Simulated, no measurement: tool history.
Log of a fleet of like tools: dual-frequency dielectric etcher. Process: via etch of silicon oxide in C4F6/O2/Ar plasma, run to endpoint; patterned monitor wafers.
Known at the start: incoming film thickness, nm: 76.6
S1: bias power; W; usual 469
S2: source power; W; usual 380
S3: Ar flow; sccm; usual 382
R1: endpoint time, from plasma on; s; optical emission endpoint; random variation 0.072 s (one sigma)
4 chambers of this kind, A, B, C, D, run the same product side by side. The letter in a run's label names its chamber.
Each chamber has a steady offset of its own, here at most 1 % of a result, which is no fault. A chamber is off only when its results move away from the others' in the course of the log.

run,hour,S1,S2,S3,R1
1C,8.2,469,380,382,18.201
2A,15.1,469,380,382,18.072
3B,21.1,469,380,382,17.88
4D,30.1,469,380,382,18.17
5C,34.9,469,380,382,18.185
# hour 38.1: chamber C: wet clean of the chamber
6D,44.6,469,380,382,18.167
7A,50.5,469,380,382,18.102
8B,57.7,523,380,412,17.43
9C,67.6,523,380,412,17.585
10A,78,523,380,412,17.397
11B,83.3,523,380,412,17.516
12D,90.8,469,380,382,18.197
# hour 91.3: chamber B: wet clean of the chamber
13A,97.9,469,380,473,18.629
14D,102.7,469,380,473,18.617
15B,111.1,469,380,473,18.431
# hour 113.1: chamber D: wet clean of the chamber
16C,118.7,469,380,473,18.587
17C,128.8,469,380,382,18.165
18A,138.9,469,380,382,18.32
19D,147.3,469,380,382,18.26
20B,155.2,469,380,382,17.983
21C,163,469,380,382,18.225
22A,168.5,469,380,382,18.379
23D,174.2,469,380,382,18.262
# hour 174.8: chamber D: bias power generator calibrated
24B,182.5,469,380,382,18.011
25D,191.5,469,380,298,17.67
26C,200,469,380,298,17.647
27A,207.3,469,380,298,17.921
28B,215.9,469,380,298,17.471
29B,223.6,469,380,382,17.903
30C,232.9,469,380,382,18.219
31A,243,520,470,382,16.399
32D,253.3,520,470,382,16.186
33C,259.4,520,470,382,16.107
34D,268.8,520,470,382,16.148
35A,274,469,380,382,18.735
36B,281.4,469,380,382,18.01
# hour 288.9: chamber D: source power generator calibrated
37D,289.8,469,380,382,18.272
38A,296.5,469,340,317,18.875
39C,302.3,469,340,317,18.558
40B,310.4,469,340,317,18.465
41A,318.9,469,340,317,19.034
42B,325.2,469,380,382,18.11

All 4 chambers run these settings next. Forecast each chamber's results:
43A,332.8,469,380,382,?
43B,332.8,469,380,382,?
43C,332.8,469,380,382,?
43D,332.8,469,380,382,?

run,R1
43A,18.744
43B,18.016
43C,18.184
43D,18.244
